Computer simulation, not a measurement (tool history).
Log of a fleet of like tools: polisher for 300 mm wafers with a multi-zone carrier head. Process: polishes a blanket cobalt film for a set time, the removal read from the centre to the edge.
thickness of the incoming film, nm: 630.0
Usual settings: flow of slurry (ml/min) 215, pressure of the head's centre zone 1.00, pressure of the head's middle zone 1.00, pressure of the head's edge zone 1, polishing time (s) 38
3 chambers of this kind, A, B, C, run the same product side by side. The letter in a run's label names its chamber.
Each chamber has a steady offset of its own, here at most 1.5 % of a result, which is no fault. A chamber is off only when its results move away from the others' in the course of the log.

| run | hour | flow of slurry (ml/min) | pressure of the head's centre zone | pressure of the head's middle zone | pressure of the head's edge zone | polishing time (s) | wafers polished on this pad | hours since the slurry nozzle was cleaned | hours since the centre zone pressure was calibrated | hours since the edge zone pressure was calibrated | film removed at the wafer's centre (nm) | film removed at mid-radius (nm) | film removed at the wafer's edge (nm) |
|---|---|---|---|---|---|---|---|---|---|---|---|---|---|
|  | 5.6 | chamber A: worn pad replaced by a new one |
| 1A | 8.1 | 215 | 1.00 | 1.00 | 1 | 38 | 23 | 224.9 | 458.4 | 316.0 | 220.57 | 223.78 | 218.12 |
| 2B | 18.4 | 215 | 1.00 | 1.00 | 1 | 38 | 488 | 146.8 | 914.3 | 324.8 | 218.85 | 216.34 | 217.55 |
|  | 21.3 | chamber C: worn pad replaced by a new one |
| 3C | 32.2 | 215 | 1.00 | 1.00 | 1 | 38 | 102 | 524.8 | 335.0 | 529.4 | 214.08 | 219.75 | 223.96 |
| 4B | 42.5 | 215 | 1.00 | 1.00 | 1 | 38 | 715 | 170.9 | 938.4 | 348.9 | 217.49 | 219.96 | 220.40 |
| 5A | 54.0 | 215 | 1.00 | 1.00 | 1 | 38 | 454 | 270.8 | 504.3 | 361.9 | 219.08 | 219.44 | 216.62 |
|  | 64.0 | chamber A: slurry nozzle cleaned |
| 6C | 65.4 | 215 | 1.00 | 1.00 | 1 | 47 | 414 | 558.0 | 368.2 | 562.6 | 267.32 | 269.14 | 272.68 |
| 7A | 71.6 | 215 | 1.00 | 1.00 | 1 | 47 | 619 | 7.7 | 521.9 | 379.5 | 271.24 | 267.05 | 271.14 |
|  | 74.2 | chamber B: centre zone pressure recalibrated |
|  | 79.3 | chamber A: edge zone pressure recalibrated |
| 8C | 79.8 | 215 | 1.00 | 1.00 | 1 | 47 | 549 | 572.4 | 382.6 | 577.0 | 271.27 | 270.14 | 269.59 |
| 9B | 90.6 | 215 | 1.00 | 1.00 | 1 | 38 | 1166 | 219.0 | 16.4 | 397.0 | 214.67 | 212.32 | 214.54 |
|  | 93.3 | chamber C: worn pad replaced by a new one |
| 10C | 102.0 | 215 | 1.00 | 1.00 | 1 | 38 | 82 | 594.6 | 404.8 | 599.2 | 214.69 | 225.47 | 219.40 |
|  | 111.6 | chamber A: worn pad replaced by a new one |
| 11B | 112.0 | 215 | 1.00 | 1.00 | 1 | 38 | 1367 | 240.4 | 37.8 | 418.4 | 212.04 | 209.66 | 215.47 |
| 12A | 125.1 | 215 | 0.93 | 1.00 | 1 | 38 | 126 | 61.2 | 575.4 | 45.8 | 205.07 | 212.67 | 220.88 |
| 13C | 131.5 | 215 | 0.93 | 1.00 | 1 | 38 | 359 | 624.1 | 434.3 | 628.7 | 199.11 | 217.46 | 219.35 |
| 14A | 139.2 | 215 | 0.93 | 1.00 | 1 | 38 | 259 | 75.3 | 589.5 | 59.9 | 205.06 | 212.42 | 219.79 |
| 15B | 150.1 | 215 | 1.00 | 1.00 | 1 | 38 | 1725 | 278.5 | 75.9 | 456.5 | 206.90 | 211.87 | 213.34 |
| 16C | 160.9 | 215 | 1.00 | 1.00 | 1 | 38 | 635 | 653.5 | 463.7 | 658.1 | 212.58 | 221.80 | 216.29 |
| 17B | 174.2 | 215 | 1.00 | 1.00 | 1 | 38 | 1951 | 302.6 | 100.0 | 480.6 | 207.46 | 204.94 | 204.21 |
|  | 179.0 | chamber C: worn pad replaced by a new one |
| 18A | 183.9 | 215 | 1.00 | 1.00 | 1 | 38 | 678 | 120.0 | 634.2 | 104.6 | 223.22 | 214.55 | 219.68 |
|  | 185.0 | chamber C: slurry nozzle cleaned |
| 19C | 192.8 | 215 | 1.00 | 1.00 | 1 | 38 | 130 | 7.8 | 495.6 | 690.0 | 217.92 | 221.29 | 213.46 |
| 20A | 200.1 | 215 | 1.00 | 1.00 | 1 | 38 | 831 | 136.2 | 650.4 | 120.8 | 221.10 | 216.63 | 219.27 |
| 21B | 211.1 | 215 | 0.95 | 1.00 | 1 | 38 | 2297 | 339.5 | 136.9 | 517.5 | 189.83 | 198.75 | 203.92 |
| 22B | 221.3 | 215 | 0.95 | 1.00 | 1 | 38 | 2393 | 349.7 | 147.1 | 527.7 | 191.08 | 205.46 | 200.93 |
|  | 223.0 | chamber A: worn pad replaced by a new one |
| 23C | 231.5 | 215 | 0.95 | 1.00 | 1 | 38 | 493 | 46.5 | 534.3 | 728.7 | 207.07 | 223.51 | 220.52 |
| 24A | 242.6 | 215 | 1.00 | 1.00 | 1 | 38 | 184 | 178.7 | 692.9 | 163.3 | 222.31 | 220.53 | 222.24 |
| 25A | 251.4 | 215 | 1.00 | 1.00 | 1 | 38 | 266 | 187.5 | 701.7 | 172.1 | 223.33 | 220.15 | 224.57 |
|  | 254.9 | chamber C: worn pad replaced by a new one |
| 26C | 261.7 | 215 | 1.00 | 1.00 | 1 | 38 | 64 | 76.7 | 564.5 | 758.9 | 214.82 | 220.74 | 223.73 |

All 3 chambers run these settings next. Forecast each chamber's results:
| 27A | 272.0 | 215 | 1.00 | 0.94 | 1 | 38 |  |  |  |  | ? | ? | ? |
| 27B | 272.0 | 215 | 1.00 | 0.94 | 1 | 38 |  |  |  |  | ? | ? | ? |
| 27C | 272.0 | 215 | 1.00 | 0.94 | 1 | 38 |  |  |  |  | ? | ? | ? |

| run | film removed at the wafer's centre (nm) | film removed at mid-radius (nm) | film removed at the wafer's edge (nm) |
|---|---|---|---|
| 27A | 224.64 | 201.85 | 217.89 |
| 27B | 196.79 | 190.88 | 201.77 |
| 27C | 217.78 | 207.24 | 222.85 |
